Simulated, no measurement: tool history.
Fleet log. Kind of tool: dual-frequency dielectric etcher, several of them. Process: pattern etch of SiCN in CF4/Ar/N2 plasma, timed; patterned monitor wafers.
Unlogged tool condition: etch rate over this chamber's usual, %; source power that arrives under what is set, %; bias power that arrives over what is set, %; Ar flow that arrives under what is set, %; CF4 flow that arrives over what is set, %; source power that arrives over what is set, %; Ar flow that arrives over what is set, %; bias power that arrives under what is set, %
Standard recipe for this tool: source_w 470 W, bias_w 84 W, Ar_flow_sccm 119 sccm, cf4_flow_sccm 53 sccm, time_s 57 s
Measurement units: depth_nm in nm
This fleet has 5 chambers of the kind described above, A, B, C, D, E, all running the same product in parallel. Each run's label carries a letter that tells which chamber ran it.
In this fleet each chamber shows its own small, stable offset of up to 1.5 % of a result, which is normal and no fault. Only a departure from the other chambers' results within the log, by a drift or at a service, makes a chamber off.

run,hour,source_w,bias_w,Ar_flow_sccm,cf4_flow_sccm,time_s,hours since the last wet clean,hours since the last source power generator calibration,hours since the last bias power generator calibration,hours since the last Ar flow controller change,hours since the last CF4 flow controller change,"read-back reference wafer on the same gauge, depth_nm",depth_nm
1D,3.2,470,84,119,53,57,184.7,209.7,889.8,733.1,2428.3,59.129,49.942
# hour 6.4: chamber B: CF4 flow controller replaced
2C,7.3,470,84,119,53,57,342.0,3203.5,1546.2,45.5,1297.3,59.087,49.969
3E,11.8,470,84,119,53,57,320.4,2466.3,1397.6,1143.0,862.5,59.098,49.967
4A,14.3,470,84,119,53,57,46.0,993.3,358.3,155.7,1420.9,59.138,49.791
5B,17.8,470,84,119,53,57,215.4,1004.5,1047.8,4592.7,11.4,59.106,50.771
6B,20.8,470,84,119,53,57,218.4,1007.5,1050.8,4595.7,14.4,59.102,50.636
7E,23.9,470,84,119,53,57,332.5,2478.4,1409.7,1155.1,874.6,59.069,50.063
8A,27.3,470,84,119,53,57,59.0,1006.3,371.3,168.7,1433.9,59.099,49.729
9C,32.1,470,84,119,53,57,366.8,3228.3,1571.0,70.3,1322.1,59.097,49.903
10D,35.1,470,84,119,53,57,216.6,241.6,921.7,765.0,2460.2,59.135,50.106
11E,38.3,470,95,110,53,57,346.9,2492.8,1424.1,1169.5,889.0,59.096,52.961
12A,42.4,470,95,110,53,57,74.1,1021.4,386.4,183.8,1449.0,59.104,53.114
13D,45.1,470,95,110,53,57,226.6,251.6,931.7,775.0,2470.2,59.090,53.353
14B,49.2,470,95,110,53,57,246.8,1035.9,1079.2,4624.1,42.8,59.130,53.953
15C,51.8,470,95,110,53,57,386.5,3248.0,1590.7,90.0,1341.8,59.081,53.003
16B,53.9,470,84,119,53,57,251.5,1040.6,1083.9,4628.8,47.5,59.134,50.939
17A,56.2,470,66,119,42,57,87.9,1035.2,400.2,197.6,1462.8,59.096,43.715
18C,59.4,470,66,119,42,57,394.1,3255.6,1598.3,97.6,1349.4,59.099,43.860
19D,61.8,470,66,119,42,57,243.3,268.3,948.4,791.7,2486.9,59.057,43.932
20E,66.3,470,66,119,42,57,374.9,2520.8,1452.1,1197.5,917.0,59.084,43.570
# hour 69.9: chamber C: wet clean of the chamber
21A,70.6,470,66,119,42,57,102.3,1049.6,414.6,212.0,1477.2,59.059,43.658
22D,73.7,470,84,119,53,57,255.2,280.2,960.3,803.6,2498.8,59.110,49.598
23C,77.8,470,84,119,53,57,7.9,3274.0,1616.7,116.0,1367.8,59.110,49.986
24E,81.5,470,84,119,53,57,390.1,2536.0,1467.3,1212.7,932.2,59.125,49.978
25B,86.2,470,84,119,53,57,283.8,1072.9,1116.2,4661.1,79.8,59.151,50.457
26E,89.2,470,84,119,53,57,397.8,2543.7,1475.0,1220.4,939.9,59.078,49.878
27D,91.4,470,84,119,53,57,272.9,297.9,978.0,821.3,2516.5,59.079,49.952
28C,96.3,470,84,119,53,57,26.4,3292.5,1635.2,134.5,1386.3,59.092,49.925
29A,99.4,470,84,119,53,57,131.1,1078.4,443.4,240.8,1506.0,59.120,49.265
30B,102.6,470,84,119,53,57,300.2,1089.3,1132.6,4677.5,96.2,59.118,50.947
31E,106.1,470,84,119,53,57,414.7,2560.6,1491.9,1237.3,956.8,59.044,49.969
32B,111.0,470,84,119,53,57,308.6,1097.7,1141.0,4685.9,104.6,59.076,50.686
33A,115.7,470,84,119,53,57,147.4,1094.7,459.7,257.1,1522.3,59.102,49.171
34C,117.8,470,84,119,53,57,47.9,3314.0,1656.7,156.0,1407.8,59.105,49.538
35D,120.4,470,84,119,53,57,301.9,326.9,1007.0,850.3,2545.5,59.082,49.995
36D,125.0,470,84,119,53,57,306.5,331.5,1011.6,854.9,2550.1,59.110,50.048
37E,128.0,470,84,119,53,57,436.6,2582.5,1513.8,1259.2,978.7,59.042,49.846
38B,132.9,470,84,119,53,57,330.5,1119.6,1162.9,4707.8,126.5,59.113,50.435
39C,135.2,510,84,119,53,57,65.3,3331.4,1674.1,173.4,1425.2,59.051,53.694
40A,138.7,510,84,119,53,57,170.4,1117.7,482.7,280.1,1545.3,59.080,52.439
41A,142.5,510,84,119,53,57,174.2,1121.5,486.5,283.9,1549.1,59.133,51.875
42E,144.8,510,84,119,53,57,453.4,2599.3,1530.6,1276.0,995.5,59.111,53.691
43B,148.6,510,84,119,53,57,346.2,1135.3,1178.6,4723.5,142.2,59.094,54.253
44C,153.3,470,84,119,53,57,83.4,3349.5,1692.2,191.5,1443.3,59.078,49.986

Next, all 5 chambers run the settings below, one line each with question marks for the results. What does each chamber give?
45A,156.9,360,84,119,53,57,,,,,,,?
45B,156.9,360,84,119,53,57,,,,,,,?
45C,156.9,360,84,119,53,57,,,,,,,?
45D,156.9,360,84,119,53,57,,,,,,,?
45E,156.9,360,84,119,53,57,,,,,,,?

run,depth_nm
45A,38.554
45B,40.381
45C,39.800
45D,39.589
45E,39.667

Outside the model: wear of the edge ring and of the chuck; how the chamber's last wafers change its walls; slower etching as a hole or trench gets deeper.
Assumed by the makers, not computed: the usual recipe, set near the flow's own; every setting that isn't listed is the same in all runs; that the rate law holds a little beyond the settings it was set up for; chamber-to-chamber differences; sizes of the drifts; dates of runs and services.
